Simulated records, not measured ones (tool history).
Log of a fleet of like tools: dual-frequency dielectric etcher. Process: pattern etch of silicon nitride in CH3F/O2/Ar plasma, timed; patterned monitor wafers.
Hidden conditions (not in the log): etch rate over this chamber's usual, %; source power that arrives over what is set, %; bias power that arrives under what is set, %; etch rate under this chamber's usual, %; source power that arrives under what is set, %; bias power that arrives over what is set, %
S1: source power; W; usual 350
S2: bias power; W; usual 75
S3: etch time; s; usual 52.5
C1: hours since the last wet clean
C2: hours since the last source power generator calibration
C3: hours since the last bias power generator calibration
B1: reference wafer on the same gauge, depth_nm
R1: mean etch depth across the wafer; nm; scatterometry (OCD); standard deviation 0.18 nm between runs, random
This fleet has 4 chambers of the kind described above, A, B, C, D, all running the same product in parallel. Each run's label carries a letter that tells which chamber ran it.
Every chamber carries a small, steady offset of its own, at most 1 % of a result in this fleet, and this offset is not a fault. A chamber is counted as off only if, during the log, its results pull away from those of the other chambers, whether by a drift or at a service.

run	hour	S1	S2	S3	C1	C2	C3	B1	R1
1A	14.8	350	75	52.5	407.1	3349.1	2577.4	37.104	35.032
2D	26.4	350	75	52.5	228	2052.6	1971.1	37.079	35.343
3B	39	350	75	52.5	399.6	404.4	2962.4	37.123	35.088
4C	49.2	350	75	52.5	444.7	3381.3	57.9	37.102	35.548
# hour 62.8: chamber A: wet clean of the chamber
5D	63.4	350	89	67.5	265	2089.6	2008.1	37.126	48.386
6A	78.6	350	89	67.5	15.9	3412.9	2641.2	37.145	48.218
7B	85.8	350	89	67.5	446.4	451.2	3009.2	37.117	48.198
8C	94.7	350	89	67.5	490.2	3426.8	103.4	37.065	49.174
# hour 97.4: chamber C: wet clean of the chamber
9D	104.3	350	75	52.5	305.9	2130.5	2049	37.144	35.296
10B	111.8	350	75	46.5	472.4	477.2	3035.2	37.111	31.325
11C	121.8	350	75	46.5	24.5	3453.9	130.5	37.091	31.661
12A	128.7	350	75	46.5	66	3463	2691.3	37.184	31.09
13C	139.1	350	75	46.5	41.8	3471.2	147.8	37.14	31.494
14A	145.9	350	75	52.5	83.2	3480.2	2708.5	37.112	34.977
15D	160	350	75	52.5	361.6	2186.2	2104.7	37.074	35.742
16B	172.8	350	75	52.5	533.4	538.2	3096.2	37.107	34.779
17C	186.2	350	75	52.5	88.9	3518.3	194.9	37.07	35.785
18D	201.4	350	75	52.5	403	2227.6	2146.1	37.158	35.521
19B	213.4	350	75	52.5	574	578.8	3136.8	37.099	34.534
20A	221.3	350	75	52.5	158.6	3555.6	2783.9	37.091	35.289
# hour 230.5: chamber C: source power generator calibrated
21C	231.2	350	75	52.5	133.9	0.7	239.9	37.12	35.9
22A	240.7	350	65	62.5	178	3575	2803.3	37.086	40.218
23B	252.9	350	65	62.5	613.5	618.3	3176.3	37.068	39.022
# hour 259.2: chamber D: wet clean of the chamber
24D	267.1	350	65	62.5	7.9	2293.3	2211.8	37.045	39.768
25A	282.5	350	65	62.5	219.8	3616.8	2845.1	37.084	40.134
26D	290.6	350	75	52.5	31.4	2316.8	2235.3	37.13	35.227
27C	303.8	350	75	52.5	206.5	73.3	312.5	37.129	35.554
28B	316	350	75	52.5	676.6	681.4	3239.4	37.076	34.437
29D	329.7	350	75	52.5	70.5	2355.9	2274.4	37.113	35.442
30C	339.9	350	75	52.5	242.6	109.4	348.6	37.109	35.582
31A	348.1	350	75	52.5	285.4	3682.4	2910.7	37.087	34.965
32B	359.9	390	75	52.5	720.5	725.3	3283.3	37.067	35.715
33B	373.2	390	75	52.5	733.8	738.6	3296.6	37.086	35.786
34C	385.4	390	75	52.5	288.1	154.9	394.1	37.041	37.546
35D	396.9	390	75	52.5	137.7	2423.1	2341.6	37.069	36.675
36A	404.6	350	75	52.5	341.9	3738.9	2967.2	37.132	35.135
37C	414.2	350	75	52.5	316.9	183.7	422.9	37.102	36.026
38B	423.5	350	75	52.5	784.1	788.9	3346.9	37.112	33.971
39D	432.4	350	75	52.5	173.2	2458.6	2377.1	37.105	35.535
40A	446.4	350	75	52.5	383.7	3780.7	3009	37.139	35.14

What goes on in this fleet: one chamber off, a drifting gauge, or nothing beyond the chambers' own small offsets? Name the chamber and the cause, if any.

Little by little, chamber B moves away from the other chambers.
Most likely cause: etch rate under this chamber's usual, % = 4.11.

Chamber B could run next with any of the 4 candidate recipes listed below; each alters the usual settings, and their results appear as question marks. Which one brings its results back in line with what the other chambers deliver on the usual settings?
In line means no further than this from the other chambers' mean on the usual settings: R1 0.63 nm
41B-1	457.4	350	75	57					?
41B-2	457.4	300	75	52.5					?
41B-3	457.4	350	74	48.5					?
41B-4	457.4	350	76	55					?

Usual-settings mean across the other chambers: R1 35.425 nm
run	R1
41B-1	36.577
41B-2	31.799
41B-3	30.975
41B-4	35.459
Change 41B-4 lands the chamber within the allowed miss of the other chambers.
